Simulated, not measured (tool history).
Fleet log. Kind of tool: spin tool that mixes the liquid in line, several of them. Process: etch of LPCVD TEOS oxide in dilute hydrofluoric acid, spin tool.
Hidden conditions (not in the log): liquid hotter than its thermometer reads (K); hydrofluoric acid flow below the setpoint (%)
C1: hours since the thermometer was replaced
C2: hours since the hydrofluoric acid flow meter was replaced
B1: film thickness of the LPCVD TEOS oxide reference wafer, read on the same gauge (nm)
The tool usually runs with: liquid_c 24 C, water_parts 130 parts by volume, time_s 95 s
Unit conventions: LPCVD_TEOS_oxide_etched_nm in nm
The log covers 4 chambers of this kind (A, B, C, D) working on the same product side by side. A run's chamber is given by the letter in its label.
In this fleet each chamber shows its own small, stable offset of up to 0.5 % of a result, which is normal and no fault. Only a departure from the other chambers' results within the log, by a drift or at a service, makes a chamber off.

{"run": "1B", "hour": 8.9, "liquid_c": 24, "water_parts": 130, "time_s": 95, "C1": 789, "C2": 1033.4, "B1": 120.04, "LPCVD_TEOS_oxide_etched_nm": 12.303}
{"run": "2D", "hour": 16.0, "liquid_c": 24, "water_parts": 130, "time_s": 95, "C1": 956.3, "C2": 382.4, "B1": 120, "LPCVD_TEOS_oxide_etched_nm": 12.14}
{"run": "3A", "hour": 25.3, "liquid_c": 24, "water_parts": 130, "time_s": 95, "C1": 463.8, "C2": 1458.9, "B1": 120.03, "LPCVD_TEOS_oxide_etched_nm": 12.188}
{"run": "4C", "hour": 34.8, "liquid_c": 24, "water_parts": 130, "time_s": 95, "C1": 561, "C2": 197, "B1": 119.99, "LPCVD_TEOS_oxide_etched_nm": 12.322}
{"run": "5B", "hour": 44.1, "liquid_c": 21.5, "water_parts": 130, "time_s": 125, "C1": 824.2, "C2": 1068.6, "B1": 120.06, "LPCVD_TEOS_oxide_etched_nm": 14.611}
{"run": "6C", "hour": 52.9, "liquid_c": 21.5, "water_parts": 130, "time_s": 125, "C1": 579.1, "C2": 215.1, "B1": 119.98, "LPCVD_TEOS_oxide_etched_nm": 14.5}
{"run": "7D", "hour": 57.6, "liquid_c": 21.5, "water_parts": 130, "time_s": 125, "C1": 997.9, "C2": 424, "B1": 120.06, "LPCVD_TEOS_oxide_etched_nm": 14.497}
{"run": "8A", "hour": 62.5, "liquid_c": 21.5, "water_parts": 130, "time_s": 125, "C1": 501, "C2": 1496.1, "B1": 119.95, "LPCVD_TEOS_oxide_etched_nm": 14.362}
{"run": "9D", "hour": 70.5, "liquid_c": 24, "water_parts": 130, "time_s": 95, "C1": 1010.8, "C2": 436.9, "B1": 120.01, "LPCVD_TEOS_oxide_etched_nm": 12.412}
{"run": "10B", "hour": 78.2, "liquid_c": 24, "water_parts": 130, "time_s": 40, "C1": 858.3, "C2": 1102.7, "B1": 120.03, "LPCVD_TEOS_oxide_etched_nm": 5.1573}
{"run": "11A", "hour": 85.5, "liquid_c": 24, "water_parts": 130, "time_s": 40, "C1": 524, "C2": 1519.1, "B1": 120.05, "LPCVD_TEOS_oxide_etched_nm": 5.0531}
{"hour": 91.3, "done": "chamber A: hydrofluoric acid flow meter replaced"}
{"run": "12C", "hour": 93.2, "liquid_c": 24, "water_parts": 130, "time_s": 40, "C1": 619.4, "C2": 255.4, "B1": 119.95, "LPCVD_TEOS_oxide_etched_nm": 5.219}
{"run": "13D", "hour": 101.8, "liquid_c": 24, "water_parts": 130, "time_s": 40, "C1": 1042.1, "C2": 468.2, "B1": 119.97, "LPCVD_TEOS_oxide_etched_nm": 5.0997}
{"run": "14B", "hour": 109.3, "liquid_c": 24, "water_parts": 130, "time_s": 95, "C1": 889.4, "C2": 1133.8, "B1": 120.01, "LPCVD_TEOS_oxide_etched_nm": 12.093}
{"run": "15A", "hour": 114.3, "liquid_c": 24, "water_parts": 130, "time_s": 95, "C1": 552.8, "C2": 23, "B1": 119.99, "LPCVD_TEOS_oxide_etched_nm": 12.346}
{"run": "16C", "hour": 123.5, "liquid_c": 21, "water_parts": 130, "time_s": 45, "C1": 649.7, "C2": 285.7, "B1": 119.99, "LPCVD_TEOS_oxide_etched_nm": 5.22}
{"run": "17B", "hour": 131.5, "liquid_c": 21, "water_parts": 130, "time_s": 45, "C1": 911.6, "C2": 1156, "B1": 119.97, "LPCVD_TEOS_oxide_etched_nm": 5.1099}
{"run": "18A", "hour": 137.3, "liquid_c": 21, "water_parts": 130, "time_s": 45, "C1": 575.8, "C2": 46, "B1": 120, "LPCVD_TEOS_oxide_etched_nm": 5.0508}
{"run": "19C", "hour": 143.1, "liquid_c": 21, "water_parts": 130, "time_s": 45, "C1": 669.3, "C2": 305.3, "B1": 119.94, "LPCVD_TEOS_oxide_etched_nm": 5.2265}
{"run": "20D", "hour": 149.8, "liquid_c": 24, "water_parts": 130, "time_s": 95, "C1": 1090.1, "C2": 516.2, "B1": 119.98, "LPCVD_TEOS_oxide_etched_nm": 12.257}
{"run": "21C", "hour": 156.4, "liquid_c": 24, "water_parts": 130, "time_s": 130, "C1": 682.6, "C2": 318.6, "B1": 119.98, "LPCVD_TEOS_oxide_etched_nm": 16.934}
{"run": "22A", "hour": 163.9, "liquid_c": 24, "water_parts": 130, "time_s": 130, "C1": 602.4, "C2": 72.6, "B1": 120, "LPCVD_TEOS_oxide_etched_nm": 16.724}
{"run": "23B", "hour": 170.8, "liquid_c": 24, "water_parts": 130, "time_s": 130, "C1": 950.9, "C2": 1195.3, "B1": 120, "LPCVD_TEOS_oxide_etched_nm": 16.293}
{"run": "24D", "hour": 179.8, "liquid_c": 24, "water_parts": 130, "time_s": 130, "C1": 1120.1, "C2": 546.2, "B1": 119.96, "LPCVD_TEOS_oxide_etched_nm": 16.999}
{"run": "25A", "hour": 185.7, "liquid_c": 24, "water_parts": 130, "time_s": 95, "C1": 624.2, "C2": 94.4, "B1": 119.98, "LPCVD_TEOS_oxide_etched_nm": 12.2}
{"run": "26D", "hour": 190.6, "liquid_c": 24, "water_parts": 130, "time_s": 95, "C1": 1130.9, "C2": 557, "B1": 120.02, "LPCVD_TEOS_oxide_etched_nm": 12.363}
{"run": "27B", "hour": 197.2, "liquid_c": 24, "water_parts": 130, "time_s": 95, "C1": 977.3, "C2": 1221.7, "B1": 120.01, "LPCVD_TEOS_oxide_etched_nm": 11.971}
{"run": "28C", "hour": 202.5, "liquid_c": 24, "water_parts": 130, "time_s": 95, "C1": 728.7, "C2": 364.7, "B1": 120.03, "LPCVD_TEOS_oxide_etched_nm": 12.615}
{"run": "29A", "hour": 206.9, "liquid_c": 24, "water_parts": 130, "time_s": 95, "C1": 645.4, "C2": 115.6, "B1": 120, "LPCVD_TEOS_oxide_etched_nm": 12.168}
{"run": "30C", "hour": 214.1, "liquid_c": 24, "water_parts": 130, "time_s": 95, "C1": 740.3, "C2": 376.3, "B1": 119.98, "LPCVD_TEOS_oxide_etched_nm": 12.348}
{"hour": 217.6, "done": "chamber C: thermometer replaced"}
{"run": "31D", "hour": 219.9, "liquid_c": 24, "water_parts": 130, "time_s": 95, "C1": 1160.2, "C2": 586.3, "B1": 120.07, "LPCVD_TEOS_oxide_etched_nm": 12.334}
{"run": "32B", "hour": 225.9, "liquid_c": 24, "water_parts": 130, "time_s": 95, "C1": 1006, "C2": 1250.4, "B1": 120.06, "LPCVD_TEOS_oxide_etched_nm": 11.686}
{"run": "33B", "hour": 234.5, "liquid_c": 24, "water_parts": 130, "time_s": 95, "C1": 1014.6, "C2": 1259, "B1": 119.99, "LPCVD_TEOS_oxide_etched_nm": 11.811}
{"run": "34D", "hour": 241.2, "liquid_c": 24, "water_parts": 130, "time_s": 95, "C1": 1181.5, "C2": 607.6, "B1": 120.04, "LPCVD_TEOS_oxide_etched_nm": 12.415}
{"run": "35A", "hour": 248.0, "liquid_c": 24, "water_parts": 130, "time_s": 95, "C1": 686.5, "C2": 156.7, "B1": 120.02, "LPCVD_TEOS_oxide_etched_nm": 12.401}
{"run": "36C", "hour": 252.4, "liquid_c": 24, "water_parts": 130, "time_s": 95, "C1": 34.8, "C2": 414.6, "B1": 119.98, "LPCVD_TEOS_oxide_etched_nm": 12.237}
{"run": "37C", "hour": 261.4, "liquid_c": 24, "water_parts": 130, "time_s": 95, "C1": 43.8, "C2": 423.6, "B1": 120.03, "LPCVD_TEOS_oxide_etched_nm": 12.504}
{"run": "38B", "hour": 268.9, "liquid_c": 27, "water_parts": 130, "time_s": 70, "C1": 1049, "C2": 1293.4, "B1": 119.99, "LPCVD_TEOS_oxide_etched_nm": 9.5083}
{"run": "39D", "hour": 273.9, "liquid_c": 27, "water_parts": 130, "time_s": 70, "C1": 1214.2, "C2": 640.3, "B1": 119.97, "LPCVD_TEOS_oxide_etched_nm": 10.212}
{"run": "40A", "hour": 280.9, "liquid_c": 27, "water_parts": 130, "time_s": 70, "C1": 719.4, "C2": 189.6, "B1": 119.98, "LPCVD_TEOS_oxide_etched_nm": 10.231}

Next, all 4 chambers run the settings below, one line each with question marks for the results. What does each chamber give?
{"run": "41A", "hour": 287.8, "liquid_c": 24, "water_parts": 130, "time_s": 95, "LPCVD_TEOS_oxide_etched_nm": "?"}
{"run": "41B", "hour": 287.8, "liquid_c": 24, "water_parts": 130, "time_s": 95, "LPCVD_TEOS_oxide_etched_nm": "?"}
{"run": "41C", "hour": 287.8, "liquid_c": 24, "water_parts": 130, "time_s": 95, "LPCVD_TEOS_oxide_etched_nm": "?"}
{"run": "41D", "hour": 287.8, "liquid_c": 24, "water_parts": 130, "time_s": 95, "LPCVD_TEOS_oxide_etched_nm": "?"}

run=41A LPCVD_TEOS_oxide_etched_nm=12.07
run=41B LPCVD_TEOS_oxide_etched_nm=11.464
run=41C LPCVD_TEOS_oxide_etched_nm=12.277
run=41D LPCVD_TEOS_oxide_etched_nm=12.306
